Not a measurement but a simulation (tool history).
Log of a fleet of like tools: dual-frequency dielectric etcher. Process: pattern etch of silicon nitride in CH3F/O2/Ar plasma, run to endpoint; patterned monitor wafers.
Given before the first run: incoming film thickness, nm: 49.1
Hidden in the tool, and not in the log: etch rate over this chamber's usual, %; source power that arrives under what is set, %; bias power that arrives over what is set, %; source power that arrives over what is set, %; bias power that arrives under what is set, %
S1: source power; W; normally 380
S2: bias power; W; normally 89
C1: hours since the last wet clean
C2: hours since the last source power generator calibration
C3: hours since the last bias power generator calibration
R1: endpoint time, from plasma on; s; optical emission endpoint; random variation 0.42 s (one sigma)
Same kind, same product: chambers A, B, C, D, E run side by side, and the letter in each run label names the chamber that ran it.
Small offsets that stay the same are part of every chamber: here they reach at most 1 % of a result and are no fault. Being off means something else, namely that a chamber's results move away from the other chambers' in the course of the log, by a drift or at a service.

run   hour   S1  S2     C1      C2      C3      R1
       1.3  -- chamber A: wet clean of the chamber
 1B   10.1  380  89  121.1      14  4039.3  68.395
 2D   15.5  380  89  258.5  3134.9  1329.8   66.87
 3C   26.2  380  89  160.4    71.9  1613.6  65.707
 4A   31.9  380  89   30.6   956.2  2782.8  67.618
 5E   41.2  380  89   61.3  2465.6  3796.3  67.417
 6A   53.2  380  89   51.9   977.5  2804.1  68.297
 7E   63.8  380  89   83.9  2488.2  3818.9  66.744
 8D   70.4  380  89  313.4  3189.8  1384.7  66.925
 9C   76.9  380  89  211.1   122.6  1664.3  66.121
10B   84.8  380  89  195.8    88.7    4114  66.961
11A     95  380  89   93.7  1019.3  2845.9  68.023
12C  103.5  330  89  237.7   149.2  1690.9  70.221
13B  111.9  330  89  222.9   115.8  4141.1  71.144
14E  120.5  330  89  140.6  2544.9  3875.6  71.729
15D  131.2  330  89  374.2  3250.6  1445.5  71.259
16B  141.7  330  89  252.7   145.6  4170.9  71.424
17E  153.7  420  89  173.8  2578.1  3908.8  65.005
18D  159.1  420  89  402.1  3278.5  1473.4  64.901
19C  169.8  420  89    304   215.5  1757.2  64.146
20A    179  420  89  177.7  1103.3  2929.9  65.586
21D  185.6  420  89  428.6    3305  1499.9  64.514
     191.8  -- chamber D: wet clean of the chamber
22E  192.9  380  89    213  2617.3    3948  67.683
23B  199.9  380  89  310.9   203.8  4229.1  66.959
24C  210.4  380  89  344.6   256.1  1797.8  65.178
25A  222.6  380  89  221.3  1146.9  2973.5  68.547
26A  229.7  380  89  228.4    1154  2980.6  68.586
27D  236.3  380  89   44.5  3355.7  1550.6  66.836
28C  242.5  380  89  376.7   288.2  1829.9  65.189
29B  254.3  380  89  365.3   258.2  4283.5  67.177
30E  260.1  380  89  280.2  2684.5  4015.2  67.422
31C  271.8  380  89    406   317.5  1859.2  65.096
32B  280.4  380  89  391.4   284.3  4309.6  67.348
33E    291  380  89  311.1  2715.4  4046.1  68.029
34A  296.5  380  89  295.2  1220.8  3047.4  67.628
35D  304.2  380  89  112.4  3423.6  1618.5  66.817
36D  315.4  380  89  123.6  3434.8  1629.7  66.837
37E  321.3  380  89  341.4  2745.7  4076.4  67.046
38C  330.1  330  89  464.3   375.8  1917.5  67.856
39B  341.6  330  89  452.6   345.5  4370.8  70.467

The same settings go to every chamber for the next run, one line per chamber below. Forecast the results for each:
40A  350.4  380  89               ?
40B  350.4  380  89               ?
40C  350.4  380  89               ?
40D  350.4  380  89               ?
40E  350.4  380  89               ?

run      R1
40A  67.998
40B  67.736
40C  63.045
40D  67.892
40E  67.734
